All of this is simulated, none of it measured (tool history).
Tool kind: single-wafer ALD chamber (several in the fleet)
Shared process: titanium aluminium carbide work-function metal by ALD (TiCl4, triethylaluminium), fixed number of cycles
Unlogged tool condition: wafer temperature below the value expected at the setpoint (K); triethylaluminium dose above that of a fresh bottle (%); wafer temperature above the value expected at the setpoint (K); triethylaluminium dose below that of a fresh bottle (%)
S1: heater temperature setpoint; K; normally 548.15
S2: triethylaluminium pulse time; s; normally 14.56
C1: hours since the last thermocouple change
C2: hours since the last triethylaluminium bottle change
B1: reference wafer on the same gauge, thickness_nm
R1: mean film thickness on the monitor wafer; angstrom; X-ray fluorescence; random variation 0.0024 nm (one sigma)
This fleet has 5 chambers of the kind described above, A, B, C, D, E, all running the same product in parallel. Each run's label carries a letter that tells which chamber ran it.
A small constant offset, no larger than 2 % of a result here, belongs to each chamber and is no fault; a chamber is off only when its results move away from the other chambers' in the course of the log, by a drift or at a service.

run	hour	S1	S2	C1	C2	B1	R1
1D	4.5	548.15	14.56	393.5	867	1.8199	18.471
2A	9.4	548.15	14.56	367.7	36	1.8199	18.272
3E	12.6	548.15	14.56	567.2	1607.3	1.8192	18.444
4C	19.6	548.15	14.56	1832.6	1396.4	1.8191	18.597
5B	25	548.15	14.56	1545.6	520.5	1.819	18.221
6C	30.4	548.15	14.56	1843.4	1407.2	1.819	18.596
7B	37.2	548.15	14.56	1557.8	532.7	1.8182	18.305
8D	44	553.15	10.69	433	906.5	1.8182	18.52
9A	48.7	553.15	10.69	407	75.3	1.8179	18.417
10E	52.4	553.15	10.69	607	1647.1	1.8174	18.526
11D	58.6	553.15	10.69	447.6	921.1	1.8172	18.502
12A	63.1	553.15	10.69	421.4	89.7	1.8171	18.38
# hour 63.9: chamber C: triethylaluminium bottle replaced
13C	66.1	548.15	14.56	1879.1	2.2	1.8176	18.581
14B	72.5	548.15	14.56	1593.1	568	1.8173	18.266
# hour 76.7: chamber E: triethylaluminium bottle replaced
15E	78.4	548.15	14.56	633	1.8	1.8169	18.425
16C	85.2	548.15	14.56	1898.2	21.3	1.8167	18.529
17D	89	548.15	14.56	478	951.5	1.816	18.44
18E	94.7	548.15	14.56	649.3	18.1	1.8158	18.416
19B	100.7	548.15	14.56	1621.3	596.2	1.8156	18.26
20A	106.6	561.15	16.36	464.9	133.2	1.8152	19.492
21A	112.7	561.15	16.36	471	139.3	1.815	19.474
22D	118.9	561.15	16.36	507.9	981.4	1.8151	19.642
23B	122.6	561.15	16.36	1643.2	618.1	1.815	19.446
24E	129.5	561.15	16.36	684.1	52.9	1.8147	19.631
25C	134	548.15	14.56	1947	70.1	1.8139	18.559
26E	140.2	548.15	14.56	694.8	63.6	1.8142	18.42
# hour 141.7: chamber B: triethylaluminium bottle replaced
27A	146	548.15	14.56	504.3	172.6	1.814	18.336
28C	151.6	548.15	14.56	1964.6	87.7	1.8136	18.508
29B	156.7	548.15	14.56	1677.3	15	1.8132	18.194
30D	162.4	538.15	14.56	551.4	1024.9	1.8133	17.535
31E	167.7	538.15	14.56	722.3	91.1	1.8128	17.496
32A	172.9	538.15	14.56	531.2	199.5	1.8128	17.39
33D	177.4	538.15	14.56	566.4	1039.9	1.8125	17.469
34B	180.9	538.15	14.56	1701.5	39.2	1.8122	17.35
35C	184.9	548.15	14.56	1997.9	121	1.8117	18.547
36A	191.2	548.15	14.56	549.5	217.8	1.8122	18.227
37E	194.7	548.15	14.56	749.3	118.1	1.8112	18.379
# hour 195: chamber D: triethylaluminium bottle replaced
38D	198.5	548.15	14.56	587.5	3.5	1.811	18.362
39B	203.7	548.15	14.56	1724.3	62	1.8108	18.207
40C	210.1	548.15	14.56	2023.1	146.2	1.8112	18.514
41A	216.2	548.15	14.56	574.5	242.8	1.8105	18.225
42E	219.2	548.15	14.56	773.8	142.6	1.8102	18.329

For the next run the whole fleet of 5 chambers uses the same settings. Give each chamber's results:
43A	224.2	538.15	14.56				?
43B	224.2	538.15	14.56				?
43C	224.2	538.15	14.56				?
43D	224.2	538.15	14.56				?
43E	224.2	538.15	14.56				?

run	R1
43A	17.403
43B	17.302
43C	17.618
43D	17.481
43E	17.48
